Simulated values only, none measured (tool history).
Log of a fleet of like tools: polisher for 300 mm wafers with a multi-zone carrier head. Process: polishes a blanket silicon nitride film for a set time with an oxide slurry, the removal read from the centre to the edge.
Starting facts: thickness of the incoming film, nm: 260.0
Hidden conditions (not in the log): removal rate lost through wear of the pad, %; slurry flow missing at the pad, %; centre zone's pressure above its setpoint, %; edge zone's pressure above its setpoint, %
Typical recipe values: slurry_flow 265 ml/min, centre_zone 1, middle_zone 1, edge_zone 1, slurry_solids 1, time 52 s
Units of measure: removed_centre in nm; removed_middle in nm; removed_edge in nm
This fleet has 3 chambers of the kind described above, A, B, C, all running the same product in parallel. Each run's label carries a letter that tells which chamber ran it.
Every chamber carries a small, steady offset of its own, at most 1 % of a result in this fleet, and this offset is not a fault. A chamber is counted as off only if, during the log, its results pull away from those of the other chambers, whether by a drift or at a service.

| run | hour | slurry_flow | centre_zone | middle_zone | edge_zone | slurry_solids | time | wafers polished on this pad | hours since the slurry nozzle was cleaned | hours since the centre zone pressure was calibrated | hours since the edge zone pressure was calibrated | removed_centre | removed_middle | removed_edge |
|---|---|---|---|---|---|---|---|---|---|---|---|---|---|---|
| 1B | 4.9 | 265 | 1 | 1 | 1 | 1 | 52 | 947 | 505.8 | 175 | 208.7 | 42.52 | 43.426 | 42.089 |
|  | 7.9 | chamber B: worn pad replaced by a new one |
| 2A | 9.4 | 265 | 1 | 1 | 1 | 1 | 52 | 1229 | 93.4 | 467.3 | 322.4 | 42.816 | 43.447 | 43.189 |
| 3C | 15.9 | 265 | 1 | 1 | 1 | 1 | 52 | 487 | 324.3 | 372.8 | 86.3 | 44.368 | 42.881 | 41.704 |
|  | 18.6 | chamber A: worn pad replaced by a new one |
| 4B | 20.9 | 265 | 1 | 1 | 1 | 1 | 52 | 168 | 521.8 | 191 | 224.7 | 43.049 | 43.199 | 42.971 |
| 5C | 25.3 | 265 | 1 | 1 | 1 | 1 | 52 | 608 | 333.7 | 382.2 | 95.7 | 43.471 | 43.064 | 41.136 |
| 6A | 29.8 | 265 | 1 | 1 | 1 | 1 | 52 | 144 | 113.8 | 487.7 | 342.8 | 43.994 | 43.976 | 44.546 |
|  | 33 | chamber C: worn pad replaced by a new one |
| 7B | 34.6 | 265 | 1 | 1 | 1 | 1 | 52 | 344 | 535.5 | 204.7 | 238.4 | 41.917 | 43.524 | 43.55 |
|  | 38.5 | chamber C: centre zone pressure recalibrated |
| 8C | 40.3 | 265 | 1 | 1 | 1 | 1 | 52 | 94 | 348.7 | 1.9 | 110.7 | 43.184 | 42.537 | 43.694 |
| 9A | 47.3 | 265 | 1 | 1 | 1 | 1.2 | 40 | 369 | 131.3 | 505.2 | 360.3 | 36.782 | 36.091 | 35.831 |
| 10C | 53.3 | 265 | 1 | 1 | 1 | 1.2 | 40 | 261 | 361.7 | 14.9 | 123.7 | 35.996 | 36.176 | 35.242 |
| 11B | 60.8 | 265 | 1 | 1 | 1 | 1.2 | 40 | 680 | 561.7 | 230.9 | 264.6 | 37.082 | 35.884 | 36.772 |
| 12A | 65.2 | 265 | 1 | 1 | 1 | 1 | 52 | 599 | 149.2 | 523.1 | 378.2 | 43.66 | 43.052 | 43.594 |
| 13B | 71.3 | 265 | 1 | 1 | 1 | 1 | 52 | 815 | 572.2 | 241.4 | 275.1 | 42.525 | 42.92 | 42.706 |
|  | 72.9 | chamber B: slurry nozzle cleaned |
|  | 74.7 | chamber B: edge zone pressure recalibrated |
|  | 75 | chamber B: worn pad replaced by a new one |
| 14C | 77.3 | 265 | 1 | 1 | 1 | 1 | 52 | 569 | 385.7 | 38.9 | 147.7 | 42.93 | 43.008 | 43.026 |
| 15A | 84.7 | 265 | 1 | 1 | 1 | 1 | 52 | 849 | 168.7 | 542.6 | 397.7 | 45.364 | 43.624 | 43.284 |
| 16C | 88.9 | 265 | 1 | 1 | 1 | 1 | 52 | 718 | 397.3 | 50.5 | 159.3 | 42.496 | 42.466 | 43.119 |
| 17A | 92.8 | 265 | 1 | 1 | 1 | 1 | 52 | 953 | 176.8 | 550.7 | 405.8 | 45.387 | 44.027 | 42.621 |
|  | 93.3 | chamber C: worn pad replaced by a new one |
|  | 97.3 | chamber C: slurry nozzle cleaned |
| 18B | 98.2 | 265 | 1 | 1 | 1 | 1 | 52 | 299 | 25.4 | 268.3 | 23.5 | 42.594 | 43.44 | 42.461 |
| 19B | 105.3 | 265 | 1 | 1 | 1 | 1 | 52 | 390 | 32.5 | 275.4 | 30.6 | 43.377 | 43.089 | 43.444 |
| 20C | 111 | 265 | 1 | 1 | 1 | 1 | 52 | 228 | 13.8 | 72.6 | 181.4 | 43.314 | 42.832 | 42.296 |
|  | 111.6 | chamber A: worn pad replaced by a new one |
| 21A | 116.9 | 265 | 1 | 1 | 1 | 1 | 52 | 68 | 200.9 | 574.8 | 429.9 | 44.94 | 43.643 | 43.904 |
| 22C | 121.1 | 265 | 1 | 1 | 1 | 1 | 52 | 358 | 23.9 | 82.7 | 191.5 | 43.498 | 43.056 | 41.608 |
| 23A | 128.5 | 225 | 1 | 1 | 1 | 1.2 | 52 | 217 | 212.5 | 586.4 | 441.5 | 48.907 | 45.625 | 46.395 |
| 24B | 134.2 | 225 | 1 | 1 | 1 | 1.2 | 52 | 761 | 61.4 | 304.3 | 59.5 | 46.246 | 45.715 | 46.125 |
| 25B | 141.8 | 225 | 1 | 1 | 1 | 1.2 | 52 | 859 | 69 | 311.9 | 67.1 | 45.919 | 45.242 | 46.633 |
|  | 144.5 | chamber B: worn pad replaced by a new one |
| 26C | 147.6 | 265 | 1 | 1 | 1 | 1 | 52 | 698 | 50.4 | 109.2 | 218 | 43.15 | 42.333 | 43.499 |
| 27A | 151.5 | 265 | 1 | 1 | 1 | 1 | 52 | 513 | 235.5 | 609.4 | 464.5 | 46.062 | 43.381 | 44.802 |
|  | 156.8 | chamber C: worn pad replaced by a new one |
| 28C | 159.2 | 265 | 1 | 1 | 1 | 1 | 52 | 32 | 62 | 120.8 | 229.6 | 43.727 | 42.962 | 41.687 |
| 29B | 166.8 | 265 | 1 | 1 | 1 | 1 | 52 | 286 | 94 | 336.9 | 92.1 | 42.748 | 43.612 | 44.145 |

Predict what each chamber gives when all 3 of them run the settings below next.
| 30A | 172.5 | 305 | 1 | 1 | 1 | 1 | 52 |  |  |  |  | ? | ? | ? |
| 30B | 172.5 | 305 | 1 | 1 | 1 | 1 | 52 |  |  |  |  | ? | ? | ? |
| 30C | 172.5 | 305 | 1 | 1 | 1 | 1 | 52 |  |  |  |  | ? | ? | ? |

| run | removed_centre | removed_middle | removed_edge |
|---|---|---|---|
| 30A | 47.533 | 43.206 | 43.359 |
| 30B | 43.859 | 43.78 | 43.984 |
| 30C | 44.296 | 43.732 | 43.085 |
